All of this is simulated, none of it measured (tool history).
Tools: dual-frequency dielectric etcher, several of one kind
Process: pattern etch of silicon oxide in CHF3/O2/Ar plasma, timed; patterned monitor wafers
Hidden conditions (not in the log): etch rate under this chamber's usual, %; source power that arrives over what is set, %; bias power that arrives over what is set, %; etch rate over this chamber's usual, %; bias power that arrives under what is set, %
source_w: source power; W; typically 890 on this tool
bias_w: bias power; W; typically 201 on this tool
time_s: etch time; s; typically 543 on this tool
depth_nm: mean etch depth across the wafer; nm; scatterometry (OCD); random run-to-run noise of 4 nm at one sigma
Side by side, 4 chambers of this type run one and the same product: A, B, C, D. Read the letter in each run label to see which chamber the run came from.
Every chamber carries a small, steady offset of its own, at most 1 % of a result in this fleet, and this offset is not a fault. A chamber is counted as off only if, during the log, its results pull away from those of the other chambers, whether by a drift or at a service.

run	hour	source_w	bias_w	time_s	hours since the last wet clean	hours since the last source power generator calibration	hours since the last bias power generator calibration	read-back reference wafer on the same gauge, depth_nm	depth_nm
1B	9.1	890	201	543	121.2	1219.8	546.5	1370.7	1286.7
# hour 9.2: chamber D: wet clean of the chamber
2A	18.6	890	201	543	236.5	1472.3	2274.7	1370	1286.9
3C	33.5	890	201	543	142.1	2169.1	1537.2	1369.9	1302.4
4D	43.9	890	201	543	34.8	2577.3	1840.6	1369.2	1297.4
5D	55.6	980	201	543	46.5	2589	1852.3	1371.2	1340
6C	70.2	980	201	543	178.8	2205.8	1573.9	1370.1	1344.2
7B	80.4	980	201	543	192.5	1291.1	617.8	1369.6	1338.3
8A	89	980	201	543	306.9	1542.7	2345.1	1369.9	1340.2
9A	100.8	890	201	543	318.7	1554.5	2356.9	1370	1288.2
# hour 105.2: chamber A: bias power generator calibrated
10B	114.9	890	201	443	227	1325.6	652.3	1369.8	1049.2
11C	125.5	890	201	443	234.1	2261.1	1629.2	1370.2	1058.3
12D	137.7	890	201	443	128.6	2671.1	1934.4	1370.4	1053.6
13B	151.8	890	201	443	263.9	1362.5	689.2	1369.5	1045.2
14D	160.3	890	201	543	151.2	2693.7	1957	1370.6	1290.2
15A	173.9	890	201	543	391.8	1627.6	68.7	1370.4	1295.1
16C	187.4	890	165	632.5	296	2323	1691.1	1369.7	1423.7
17D	194.8	890	165	632.5	185.7	2728.2	1991.5	1370.6	1408.3
18B	205.8	890	165	632.5	317.9	1416.5	743.2	1369.6	1403.2
# hour 207.1: chamber A: wet clean of the chamber
19A	214.5	890	165	632.5	7.5	1668.2	109.3	1369.1	1366.8
20C	228.4	890	201	543	337	2364	1732.1	1369.9	1292.6
# hour 228.7: chamber C: bias power generator calibrated
21C	237.6	890	201	543	346.2	2373.2	8.9	1370.2	1295
22A	252.4	890	201	543	45.4	1706.1	147.2	1370.7	1256.3
23B	265.4	890	201	543	377.5	1476.1	802.8	1370.4	1292.9
24D	272.9	890	186	543	263.8	2806.3	2069.6	1370.1	1263.4
25D	281.3	890	186	543	272.2	2814.7	2078	1370.3	1257.2
# hour 283.8: chamber D: source power generator calibrated
26B	289.4	890	186	543	401.5	1500.1	826.8	1370.6	1253.9
27A	303.4	890	186	543	96.4	1757.1	198.2	1370.1	1222.3
28C	312.8	890	201	543	421.4	2448.4	84.1	1369.9	1295.2
29D	323.5	890	201	543	314.4	39.7	2120.2	1370.6	1297.6
30C	338.1	890	201	543	446.7	2473.7	109.4	1370.6	1291.2
# hour 349.5: chamber D: wet clean of the chamber
31B	350.7	890	201	543	462.8	1561.4	888.1	1371.3	1283.1
32A	360.6	890	201	543	153.6	1814.3	255.4	1369.1	1262.2
33A	367.2	890	201	543	160.2	1820.9	262	1369.9	1264.6
34D	381.9	890	201	543	32.4	98.1	2178.6	1370.8	1291.9
35C	396.6	890	201	543	505.2	2532.2	167.9	1370	1298.3
36B	407	890	201	543	519.1	1617.7	944.4	1371.7	1280.1
37A	416.6	890	201	543	209.6	1870.3	311.4	1369.2	1266.7
# hour 420.2: chamber B: wet clean of the chamber
38C	429.3	890	201	543	537.9	2564.9	200.6	1369.7	1298.3
39D	440.7	890	201	543	91.2	156.9	2237.4	1369.7	1295.1
40B	453.2	890	201	543	33.1	1663.9	990.6	1369	1290.7
41A	466.6	890	201	543	259.6	1920.3	361.4	1369.2	1266.6
42B	474	890	201	543	53.9	1684.7	1011.4	1370.8	1283

All chambers now run identical settings, listed one chamber a line with results as question marks. What results will each chamber show?
43A	484.8	890	201	543					?
43B	484.8	890	201	543					?
43C	484.8	890	201	543					?
43D	484.8	890	201	543					?

run	depth_nm
43A	1260.3
43B	1283
43C	1299.9
43D	1294.6

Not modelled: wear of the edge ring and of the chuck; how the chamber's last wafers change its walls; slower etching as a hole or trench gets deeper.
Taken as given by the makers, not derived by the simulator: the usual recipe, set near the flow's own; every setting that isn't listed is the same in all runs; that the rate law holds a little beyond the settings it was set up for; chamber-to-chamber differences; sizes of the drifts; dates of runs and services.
